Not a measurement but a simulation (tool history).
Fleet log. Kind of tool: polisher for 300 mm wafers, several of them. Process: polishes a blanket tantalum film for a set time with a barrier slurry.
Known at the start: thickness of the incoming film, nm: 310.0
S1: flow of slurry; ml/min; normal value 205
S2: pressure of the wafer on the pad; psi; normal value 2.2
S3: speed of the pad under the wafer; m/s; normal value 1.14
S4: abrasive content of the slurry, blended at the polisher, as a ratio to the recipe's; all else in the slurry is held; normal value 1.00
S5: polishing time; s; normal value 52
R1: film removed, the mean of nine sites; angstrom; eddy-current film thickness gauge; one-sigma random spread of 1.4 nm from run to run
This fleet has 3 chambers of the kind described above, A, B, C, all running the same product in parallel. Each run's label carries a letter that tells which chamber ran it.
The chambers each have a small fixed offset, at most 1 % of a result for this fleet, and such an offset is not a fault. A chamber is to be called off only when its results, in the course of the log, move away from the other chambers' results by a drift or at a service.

Run 1A, hour 8.5: usual settings. Result: R1 1067.50 angstrom.
At hour 18.2: chamber C: slurry nozzle cleaned.
Run 2B, hour 20.7: usual settings. Result: R1 1057.00 angstrom.
At hour 31.2: chamber B: worn pad replaced by a new one.
Run 3C, hour 31.6: usual settings. Result: R1 1024.80 angstrom.
At hour 37.6: chamber A: worn pad replaced by a new one.
At hour 41.8: chamber C: worn pad replaced by a new one.
Run 4C, hour 46.3: usual settings. Result: R1 1047.00 angstrom.
Run 5A, hour 56.9: usual settings but S1 245 ml/min, S4 0.75. Result: R1 980.77 angstrom.
At hour 66.6: chamber C: slurry blender recalibrated.
Run 6B, hour 70.4: usual settings but S1 245 ml/min, S4 0.75. Result: R1 968.59 angstrom.
Run 7C, hour 81.5: usual settings but S1 245 ml/min, S4 0.75. Result: R1 970.76 angstrom.
Run 8B, hour 92.1: usual settings. Result: R1 1044.90 angstrom.
At hour 96.6: chamber C: worn pad replaced by a new one.
Run 9A, hour 106.8: usual settings. Result: R1 1062.60 angstrom.
Run 10C, hour 115.3: usual settings. Result: R1 1038.30 angstrom.
At hour 118.0: chamber A: slurry blender recalibrated.
At hour 121.4: chamber C: head pressure recalibrated.
Run 11B, hour 126.8: usual settings but S4 1.20. Result: R1 1063.10 angstrom.
At hour 133.0: chamber B: worn pad replaced by a new one.
Run 12A, hour 139.6: usual settings but S4 1.20. Result: R1 1098.40 angstrom.
At hour 144.9: chamber A: worn pad replaced by a new one.
Run 13A, hour 147.7: usual settings but S4 1.20. Result: R1 1087.40 angstrom.
At hour 149.8: chamber C: worn pad replaced by a new one.
Run 14B, hour 156.7: usual settings. Result: R1 1009.80 angstrom.
At hour 165.2: chamber C: slurry blender recalibrated.
Run 15C, hour 167.6: usual settings. Result: R1 1046.30 angstrom.
Run 16B, hour 178.7: usual settings but S4 0.75. Result: R1 906.30 angstrom.
Run 17A, hour 186.6: usual settings but S4 0.75. Result: R1 955.05 angstrom.
Run 18C, hour 194.2: usual settings but S4 0.75. Result: R1 944.07 angstrom.
At hour 194.6: chamber A: head pressure recalibrated.
Run 19A, hour 203.5: usual settings. Result: R1 1071.60 angstrom.
At hour 206.8: chamber C: worn pad replaced by a new one.
Run 20B, hour 211.2: usual settings. Result: R1 971.54 angstrom.
Run 21C, hour 218.1: usual settings. Result: R1 1045.00 angstrom.
At hour 226.6: chamber B: worn pad replaced by a new one.
Run 22A, hour 227.1: usual settings. Result: R1 1050.60 angstrom.
At hour 227.7: chamber A: slurry nozzle cleaned.
Run 23B, hour 234.9: usual settings but S1 255 ml/min, S3 0.80 m/s. Result: R1 663.74 angstrom.
At hour 239.4: chamber A: worn pad replaced by a new one.
Run 24C, hour 247.1: usual settings but S1 255 ml/min, S3 0.80 m/s. Result: R1 747.70 angstrom.
Run 25A, hour 256.2: usual settings but S1 255 ml/min, S3 0.80 m/s. Result: R1 756.04 angstrom.
At hour 258.4: chamber C: slurry nozzle cleaned.
At hour 262.4: chamber C: slurry blender recalibrated.
Run 26C, hour 264.7: usual settings. Result: R1 1048.70 angstrom.

Has any chamber moved away from the others, gradually or after a service, or does the common gauge drift, or do the chambers differ only by their own small steady offsets? State the chamber and the most likely cause if one applies.

Chamber B drifts away from the others.
Cause: abrasive missing from the slurry, % = 34.2.
With only this log, it may be confused with: head's pressure below its setpoint, %.

Here are 4 candidates for chamber B's next run, each the usual settings with a change, their results left as question marks. Which one brings its results back in line with what the others give on the usual settings?
In-line tolerance around the mean of the other chambers on the usual settings: R1 48.00 angstrom
Run 27B-1, hour 276.1: usual settings but S1 210 ml/min, S4 1.05, S5 59 s. Result: R1 ?.
Run 27B-2, hour 276.1: usual settings but S3 0.98 m/s, S4 0.95, S5 45 s. Result: R1 ?.
Run 27B-3, hour 276.1: usual settings but S1 210 ml/min, S2 2.4 psi, S3 1.26 m/s, S4 1.05, S5 57 s. Result: R1 ?.
Run 27B-4, hour 276.1: usual settings but S3 1.06 m/s, S5 48 s. Result: R1 ?.

What the other chambers average on the usual settings: R1 1048.60 angstrom
  run       R1
27B-1  1036.70
27B-2   652.26
27B-3  1209.60
27B-4   767.59
The right change is 27B-1: it brings the chamber back within the allowed miss of the others.
